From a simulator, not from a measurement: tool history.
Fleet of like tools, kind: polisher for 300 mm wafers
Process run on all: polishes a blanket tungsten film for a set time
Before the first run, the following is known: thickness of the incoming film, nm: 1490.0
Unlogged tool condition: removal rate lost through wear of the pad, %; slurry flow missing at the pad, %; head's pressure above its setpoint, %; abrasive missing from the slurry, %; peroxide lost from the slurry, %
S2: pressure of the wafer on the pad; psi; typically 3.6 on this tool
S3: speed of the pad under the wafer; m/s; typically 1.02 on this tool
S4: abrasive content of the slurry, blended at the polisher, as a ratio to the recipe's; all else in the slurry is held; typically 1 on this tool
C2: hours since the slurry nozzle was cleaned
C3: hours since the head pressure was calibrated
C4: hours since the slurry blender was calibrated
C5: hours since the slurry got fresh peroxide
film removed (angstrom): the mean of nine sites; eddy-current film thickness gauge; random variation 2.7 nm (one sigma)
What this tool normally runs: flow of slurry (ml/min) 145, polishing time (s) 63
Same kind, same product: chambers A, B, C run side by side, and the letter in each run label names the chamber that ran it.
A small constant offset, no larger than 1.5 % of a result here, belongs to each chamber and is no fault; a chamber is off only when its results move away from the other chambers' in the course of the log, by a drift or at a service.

Run 1A, day 0.088: usual settings; wafers polished on this pad 484; C2 444.1; C3 359; C4 160.5; C5 106.9. Result: film removed (angstrom) 3196.6.
Run 2B, day 0.192: usual settings; wafers polished on this pad 308; C2 37.5; C3 156.1; C4 230.5; C5 35.9. Result: film removed (angstrom) 3257.9.
At day 0.196: chamber A: slurry nozzle cleaned.
Run 3C, day 0.329: usual settings; wafers polished on this pad 319; C2 195.6; C3 283.5; C4 206; C5 15.6. Result: film removed (angstrom) 3169.1.
Run 4A, day 0.412: usual settings; wafers polished on this pad 576; C2 5.2; C3 366.8; C4 168.3; C5 114.7. Result: film removed (angstrom) 3201.1.
Run 5B, day 0.6: usual settings; wafers polished on this pad 424; C2 47.3; C3 165.9; C4 240.3; C5 45.7. Result: film removed (angstrom) 3269.6.
Run 6C, day 0.733: usual settings; wafers polished on this pad 434; C2 205.3; C3 293.2; C4 215.7; C5 25.3. Result: film removed (angstrom) 3237.7.
Run 7B, day 0.846: usual settings; wafers polished on this pad 494; C2 53.2; C3 171.8; C4 246.2; C5 51.6. Result: film removed (angstrom) 3239.
Run 8A, day 0.983: usual settings; wafers polished on this pad 739; C2 18.9; C3 380.5; C4 182; C5 128.4. Result: film removed (angstrom) 3220.1.
At day 1.021: chamber C: slurry nozzle cleaned.
Run 9C, day 1.167: usual settings; wafers polished on this pad 558; C2 3.6; C3 303.6; C4 226.1; C5 35.7. Result: film removed (angstrom) 3264.3.
Run 10A, day 1.321: usual settings; wafers polished on this pad 835; C2 27; C3 388.6; C4 190.1; C5 136.5. Result: film removed (angstrom) 3214.2.
At day 1.475: chamber C: worn pad replaced by a new one.
Run 11B, day 1.488: usual settings; wafers polished on this pad 676; C2 68.6; C3 187.2; C4 261.6; C5 67. Result: film removed (angstrom) 3268.2.
At day 1.612: chamber B: slurry tank refilled with fresh slurry and peroxide.
Run 12C, day 1.654: usual settings; wafers polished on this pad 51; C2 15.3; C3 315.3; C4 237.8; C5 47.4. Result: film removed (angstrom) 3238.
Run 13C, day 1.758: usual settings; wafers polished on this pad 80; C2 17.8; C3 317.8; C4 240.3; C5 49.9. Result: film removed (angstrom) 3257.5.
Run 14B, day 1.892: usual settings; wafers polished on this pad 791; C2 78.3; C3 196.9; C4 271.3; C5 6.8. Result: film removed (angstrom) 3246.4.
Run 15A, day 2.012: usual settings; wafers polished on this pad 1032; C2 43.6; C3 405.2; C4 206.7; C5 153.1. Result: film removed (angstrom) 3221.8.
Run 16A, day 2.204: usual settings; wafers polished on this pad 1086; C2 48.2; C3 409.8; C4 211.3; C5 157.7. Result: film removed (angstrom) 3195.9.
Run 17B, day 2.292: usual settings; wafers polished on this pad 905; C2 87.9; C3 206.5; C4 280.9; C5 16.4. Result: film removed (angstrom) 3288.3.
Run 18C, day 2.446: usual settings; wafers polished on this pad 276; C2 34.3; C3 334.3; C4 256.8; C5 66.4. Result: film removed (angstrom) 3158.
Run 19C, day 2.638: usual settings; wafers polished on this pad 330; C2 38.9; C3 338.9; C4 261.4; C5 71. Result: film removed (angstrom) 3220.3.
Run 20A, day 2.796: usual settings; wafers polished on this pad 1255; C2 62.4; C3 424; C4 225.5; C5 171.9. Result: film removed (angstrom) 3130.5.
Run 21B, day 2.888: usual settings; wafers polished on this pad 1075; C2 102.2; C3 220.8; C4 295.2; C5 30.7. Result: film removed (angstrom) 3251.8.
Run 22A, day 2.992: usual settings but S2 3 psi; wafers polished on this pad 1310; C2 67.1; C3 428.7; C4 230.2; C5 176.6. Result: film removed (angstrom) 2642.2.
Run 23C, day 3.167: usual settings but S2 3 psi; wafers polished on this pad 481; C2 51.6; C3 351.6; C4 274.1; C5 83.7. Result: film removed (angstrom) 2676.7.
Run 24B, day 3.312: usual settings but S2 3 psi; wafers polished on this pad 1196; C2 112.4; C3 231; C4 305.4; C5 40.9. Result: film removed (angstrom) 2730.
Run 25A, day 3.454: usual settings; wafers polished on this pad 1442; C2 78.2; C3 439.8; C4 241.3; C5 187.7. Result: film removed (angstrom) 3073.8.
Run 26C, day 3.625: usual settings but S4 0.75, polishing time (s) 79; wafers polished on this pad 611; C2 62.6; C3 362.6; C4 285.1; C5 94.7. Result: film removed (angstrom) 3751.5.
Run 27B, day 3.742: usual settings but S4 0.75, polishing time (s) 79; wafers polished on this pad 1318; C2 122.7; C3 241.3; C4 315.7; C5 51.2. Result: film removed (angstrom) 3814.3.
At day 3.817: chamber A: slurry tank refilled with fresh slurry and peroxide.
Run 28A, day 3.842: usual settings but S4 0.75, polishing time (s) 79; wafers polished on this pad 1552; C2 87.5; C3 449.1; C4 250.6; C5 0.6. Result: film removed (angstrom) 3556.6.
Run 29B, day 4.004: usual settings; wafers polished on this pad 1392; C2 129; C3 247.6; C4 322; C5 57.5. Result: film removed (angstrom) 3235.3.
Run 30C, day 4.15: usual settings but S3 1.2 m/s; wafers polished on this pad 761; C2 75.2; C3 375.2; C4 297.7; C5 107.3. Result: film removed (angstrom) 3793.7.
At day 4.217: chamber B: worn pad replaced by a new one.
At day 4.283: chamber C: worn pad replaced by a new one.
Run 31A, day 4.292: usual settings but S3 1.2 m/s; wafers polished on this pad 1680; C2 98.3; C3 459.9; C4 261.4; C5 11.4. Result: film removed (angstrom) 3434.7.
At day 4.317: chamber C: slurry tank refilled with fresh slurry and peroxide.
Run 32B, day 4.475: usual settings but S3 1.2 m/s; wafers polished on this pad 74; C2 140.3; C3 258.9; C4 333.3; C5 68.8. Result: film removed (angstrom) 3860.9.
At day 4.558: chamber B: slurry tank refilled with fresh slurry and peroxide.
Run 33C, day 4.562: usual settings; wafers polished on this pad 80; C2 85.1; C3 385.1; C4 307.6; C5 6. Result: film removed (angstrom) 3266.4.
Run 34B, day 4.696: usual settings; wafers polished on this pad 137; C2 145.6; C3 264.2; C4 338.6; C5 3.3. Result: film removed (angstrom) 3317.8.
Run 35A, day 4.788: usual settings; wafers polished on this pad 1821; C2 110.2; C3 471.8; C4 273.3; C5 23.3. Result: film removed (angstrom) 2893.2.
Run 36C, day 4.925: usual settings; wafers polished on this pad 183; C2 93.8; C3 393.8; C4 316.3; C5 14.7. Result: film removed (angstrom) 3268.4.

Next, all 3 chambers run the settings below, one line each with question marks for the results. What does each chamber give?
Run 37A, day 5.062: usual settings but S4 0.85. Result: film removed (angstrom) ?.
Run 37B, day 5.062: usual settings but S4 0.85. Result: film removed (angstrom) ?.
Run 37C, day 5.062: usual settings but S4 0.85. Result: film removed (angstrom) ?.

run  film removed (angstrom)
37A                   2728.3
37B                   3170.4
37C                   3087.3
